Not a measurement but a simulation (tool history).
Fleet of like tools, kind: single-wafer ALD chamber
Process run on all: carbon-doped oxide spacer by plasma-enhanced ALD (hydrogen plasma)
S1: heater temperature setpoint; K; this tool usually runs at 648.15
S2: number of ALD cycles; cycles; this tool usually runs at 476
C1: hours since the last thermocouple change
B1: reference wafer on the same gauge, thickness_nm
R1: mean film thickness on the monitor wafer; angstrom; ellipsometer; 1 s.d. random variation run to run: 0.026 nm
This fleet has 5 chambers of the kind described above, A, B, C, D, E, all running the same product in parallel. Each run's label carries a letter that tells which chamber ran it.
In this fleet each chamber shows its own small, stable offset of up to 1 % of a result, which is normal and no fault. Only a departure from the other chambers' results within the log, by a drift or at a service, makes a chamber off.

Run 1C, hour 10.3: usual settings; C1 989.0; B1 27.601. Result: R1 237.79 angstrom.
Run 2A, hour 25.1: usual settings; C1 295.2; B1 27.602. Result: R1 236.11 angstrom.
Run 3D, hour 32.1: usual settings; C1 2033.9; B1 27.611. Result: R1 237.02 angstrom.
Run 4B, hour 43.1: usual settings; C1 1287.6; B1 27.616. Result: R1 237.41 angstrom.
At hour 52.8: chamber C: thermocouple changed; heater temperature recalibrated.
Run 5E, hour 56.2: usual settings; C1 1458.5; B1 27.618. Result: R1 238.63 angstrom.
Run 6C, hour 66.0: usual settings; C1 13.2; B1 27.624. Result: R1 237.67 angstrom.
Run 7A, hour 80.8: usual settings but S1 636.15 K, S2 445 cycles; C1 350.9; B1 27.631. Result: R1 220.94 angstrom.
Run 8B, hour 96.8: usual settings but S1 636.15 K, S2 445 cycles; C1 1341.3; B1 27.622. Result: R1 222.07 angstrom.
Run 9E, hour 111.2: usual settings but S1 636.15 K, S2 445 cycles; C1 1513.5; B1 27.634. Result: R1 222.74 angstrom.
Run 10D, hour 126.7: usual settings but S1 636.15 K, S2 445 cycles; C1 2128.5; B1 27.640. Result: R1 221.77 angstrom.
Run 11C, hour 140.1: usual settings but S1 636.15 K, S2 445 cycles; C1 87.3; B1 27.640. Result: R1 222.21 angstrom.
Run 12A, hour 151.5: usual settings; C1 421.6; B1 27.646. Result: R1 236.27 angstrom.
Run 13E, hour 166.7: usual settings; C1 1569.0; B1 27.656. Result: R1 238.54 angstrom.
Run 14B, hour 173.9: usual settings; C1 1418.4; B1 27.653. Result: R1 237.37 angstrom.
Run 15D, hour 188.6: usual settings; C1 2190.4; B1 27.661. Result: R1 237.85 angstrom.
Run 16E, hour 196.5: usual settings; C1 1598.8; B1 27.661. Result: R1 239.36 angstrom.
Run 17C, hour 212.6: usual settings; C1 159.8; B1 27.669. Result: R1 238.06 angstrom.
Run 18D, hour 220.5: usual settings; C1 2222.3; B1 27.671. Result: R1 237.39 angstrom.
Run 19B, hour 230.0: usual settings; C1 1474.5; B1 27.680. Result: R1 237.37 angstrom.
Run 20A, hour 240.0: usual settings; C1 510.1; B1 27.680. Result: R1 236.45 angstrom.
Run 21E, hour 251.2: usual settings; C1 1653.5; B1 27.685. Result: R1 238.71 angstrom.
Run 22B, hour 267.5: usual settings but S1 642.15 K, S2 445 cycles; C1 1512.0; B1 27.694. Result: R1 221.81 angstrom.
Run 23D, hour 280.8: usual settings but S1 642.15 K, S2 445 cycles; C1 2282.6; B1 27.690. Result: R1 221.83 angstrom.
Run 24C, hour 289.9: usual settings but S1 642.15 K, S2 445 cycles; C1 237.1; B1 27.686. Result: R1 222.75 angstrom.
Run 25A, hour 303.6: usual settings but S1 642.15 K, S2 445 cycles; C1 573.7; B1 27.698. Result: R1 221.21 angstrom.
Run 26E, hour 311.6: usual settings but S1 642.15 K, S2 445 cycles; C1 1713.9; B1 27.699. Result: R1 223.79 angstrom.
Run 27C, hour 320.7: usual settings but S1 640.15 K; C1 267.9; B1 27.699. Result: R1 238.39 angstrom.
Run 28B, hour 333.1: usual settings but S1 640.15 K; C1 1577.6; B1 27.701. Result: R1 238.20 angstrom.
Run 29A, hour 347.2: usual settings but S1 640.15 K; C1 617.3; B1 27.717. Result: R1 237.14 angstrom.
Run 30D, hour 362.8: usual settings but S1 640.15 K; C1 2364.6; B1 27.720. Result: R1 237.93 angstrom.
Run 31C, hour 373.1: usual settings but S1 640.15 K; C1 320.3; B1 27.709. Result: R1 238.60 angstrom.

Next, every chamber runs the same settings. What will each give?
Run 32A, hour 384.8: usual settings. Result: R1 ?.
Run 32B, hour 384.8: usual settings. Result: R1 ?.
Run 32C, hour 384.8: usual settings. Result: R1 ?.
Run 32D, hour 384.8: usual settings. Result: R1 ?.
Run 32E, hour 384.8: usual settings. Result: R1 ?.

run      R1
32A  237.20
32B  238.13
32C  238.10
32D  237.83
32E  239.69
